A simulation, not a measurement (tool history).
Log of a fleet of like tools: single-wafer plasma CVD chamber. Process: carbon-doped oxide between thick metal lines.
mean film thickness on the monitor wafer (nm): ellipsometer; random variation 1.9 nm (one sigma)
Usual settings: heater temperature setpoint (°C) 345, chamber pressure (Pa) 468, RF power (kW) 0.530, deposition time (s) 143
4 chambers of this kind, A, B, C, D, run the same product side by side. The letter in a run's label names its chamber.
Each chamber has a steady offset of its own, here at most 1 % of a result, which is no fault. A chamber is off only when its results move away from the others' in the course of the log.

| run | hour | heater temperature setpoint (°C) | chamber pressure (Pa) | RF power (kW) | deposition time (s) | hours since the last thermocouple change | hours since the last RF generator calibration | hours since the last manometer calibration | read-back reference wafer on the same gauge, thickness_nm | mean film thickness on the monitor wafer (nm) |
|---|---|---|---|---|---|---|---|---|---|---|
| 1B | 8.2 | 345 | 468 | 0.530 | 143 | 1529.6 | 235.0 | 1275.4 | 750.59 | 717.48 |
| 2A | 16.7 | 345 | 468 | 0.530 | 143 | 515.4 | 66.7 | 671.4 | 751.45 | 723.33 |
|  | 18.4 | chamber C: thermocouple changed; heater temperature recalibrated |
| 3D | 23.1 | 345 | 468 | 0.530 | 143 | 556.0 | 725.7 | 1192.9 | 750.89 | 725.48 |
| 4C | 32.2 | 345 | 468 | 0.530 | 143 | 13.9 | 1629.5 | 1038.9 | 751.14 | 722.99 |
| 5A | 39.2 | 345 | 468 | 0.530 | 143 | 537.9 | 89.2 | 693.9 | 750.98 | 723.21 |
|  | 40.6 | chamber D: capacitance manometer re-zeroed and calibrated |
| 6C | 49.3 | 345 | 468 | 0.530 | 143 | 31.0 | 1646.6 | 1056.0 | 751.03 | 721.00 |
| 7B | 58.4 | 345 | 468 | 0.530 | 157 | 1579.8 | 285.2 | 1325.6 | 750.75 | 792.39 |
| 8D | 64.1 | 345 | 468 | 0.530 | 157 | 597.0 | 766.7 | 23.6 | 750.69 | 792.92 |
| 9D | 74.2 | 345 | 468 | 0.530 | 157 | 607.1 | 776.8 | 33.7 | 751.36 | 793.60 |
| 10B | 84.5 | 345 | 468 | 0.530 | 157 | 1605.9 | 311.3 | 1351.7 | 750.73 | 793.96 |
| 11C | 93.7 | 345 | 468 | 0.530 | 143 | 75.4 | 1691.0 | 1100.4 | 750.44 | 723.66 |
| 12A | 104.7 | 345 | 468 | 0.530 | 143 | 603.4 | 154.7 | 759.4 | 750.90 | 723.55 |
| 13B | 109.9 | 345 | 468 | 0.530 | 143 | 1631.3 | 336.7 | 1377.1 | 751.04 | 725.72 |
| 14C | 119.4 | 345 | 468 | 0.530 | 143 | 101.1 | 1716.7 | 1126.1 | 750.85 | 717.82 |
|  | 124.8 | chamber C: capacitance manometer re-zeroed and calibrated |
| 15A | 128.3 | 345 | 468 | 0.530 | 143 | 627.0 | 178.3 | 783.0 | 750.77 | 718.65 |
| 16D | 138.5 | 345 | 468 | 0.530 | 143 | 671.4 | 841.1 | 98.0 | 751.12 | 725.14 |
| 17A | 144.6 | 350 | 468 | 0.530 | 143 | 643.3 | 194.6 | 799.3 | 751.22 | 714.30 |
|  | 144.7 | chamber D: RF generator calibrated |
| 18D | 155.7 | 350 | 468 | 0.530 | 143 | 688.6 | 11.0 | 115.2 | 751.16 | 715.98 |
| 19C | 161.5 | 350 | 468 | 0.530 | 143 | 143.2 | 1758.8 | 36.7 | 750.71 | 713.28 |
| 20B | 167.0 | 350 | 468 | 0.530 | 143 | 1688.4 | 393.8 | 1434.2 | 750.97 | 712.16 |
| 21A | 177.9 | 345 | 468 | 0.530 | 143 | 676.6 | 227.9 | 832.6 | 750.86 | 724.12 |
| 22C | 184.9 | 345 | 468 | 0.530 | 143 | 166.6 | 1782.2 | 60.1 | 750.98 | 722.45 |
| 23D | 192.1 | 345 | 468 | 0.530 | 143 | 725.0 | 47.4 | 151.6 | 751.07 | 722.02 |
| 24B | 200.7 | 345 | 468 | 0.530 | 143 | 1722.1 | 427.5 | 1467.9 | 751.23 | 718.64 |
| 25B | 209.2 | 345 | 468 | 0.530 | 143 | 1730.6 | 436.0 | 1476.4 | 750.61 | 722.92 |
| 26C | 219.9 | 345 | 468 | 0.530 | 143 | 201.6 | 1817.2 | 95.1 | 750.37 | 722.93 |
| 27D | 230.1 | 345 | 468 | 0.530 | 143 | 763.0 | 85.4 | 189.6 | 750.62 | 720.69 |
| 28A | 240.1 | 345 | 468 | 0.530 | 143 | 738.8 | 290.1 | 894.8 | 751.04 | 721.91 |
| 29A | 251.1 | 345 | 468 | 0.530 | 143 | 749.8 | 301.1 | 905.8 | 750.96 | 721.92 |
| 30C | 257.3 | 345 | 468 | 0.530 | 143 | 239.0 | 1854.6 | 132.5 | 751.28 | 721.87 |
| 31B | 267.3 | 345 | 468 | 0.530 | 163 | 1788.7 | 494.1 | 1534.5 | 750.99 | 824.38 |
| 32D | 274.7 | 345 | 468 | 0.530 | 163 | 807.6 | 130.0 | 234.2 | 751.07 | 820.19 |
| 33B | 281.3 | 345 | 468 | 0.530 | 163 | 1802.7 | 508.1 | 1548.5 | 750.29 | 822.60 |
| 34A | 292.0 | 345 | 468 | 0.530 | 163 | 790.7 | 342.0 | 946.7 | 751.18 | 825.84 |
| 35C | 300.7 | 345 | 468 | 0.530 | 143 | 282.4 | 1898.0 | 175.9 | 750.93 | 722.68 |
| 36D | 306.9 | 345 | 468 | 0.440 | 143 | 839.8 | 162.2 | 266.4 | 751.01 | 639.19 |
| 37B | 314.2 | 345 | 468 | 0.440 | 143 | 1835.6 | 541.0 | 1581.4 | 750.69 | 634.79 |
| 38C | 324.5 | 345 | 468 | 0.440 | 143 | 306.2 | 1921.8 | 199.7 | 750.62 | 639.05 |
| 39A | 335.1 | 345 | 468 | 0.440 | 143 | 833.8 | 385.1 | 989.8 | 750.89 | 639.11 |
| 40D | 342.7 | 345 | 468 | 0.530 | 143 | 875.6 | 198.0 | 302.2 | 750.84 | 727.55 |
| 41C | 350.2 | 345 | 507 | 0.530 | 143 | 331.9 | 1947.5 | 225.4 | 751.15 | 728.92 |

What goes on in this fleet: one chamber off, a drifting gauge, or nothing beyond the chambers' own small offsets? Name the chamber and the cause, if any.

No chamber stands off beyond its own small offset, and the gauge holds steady.

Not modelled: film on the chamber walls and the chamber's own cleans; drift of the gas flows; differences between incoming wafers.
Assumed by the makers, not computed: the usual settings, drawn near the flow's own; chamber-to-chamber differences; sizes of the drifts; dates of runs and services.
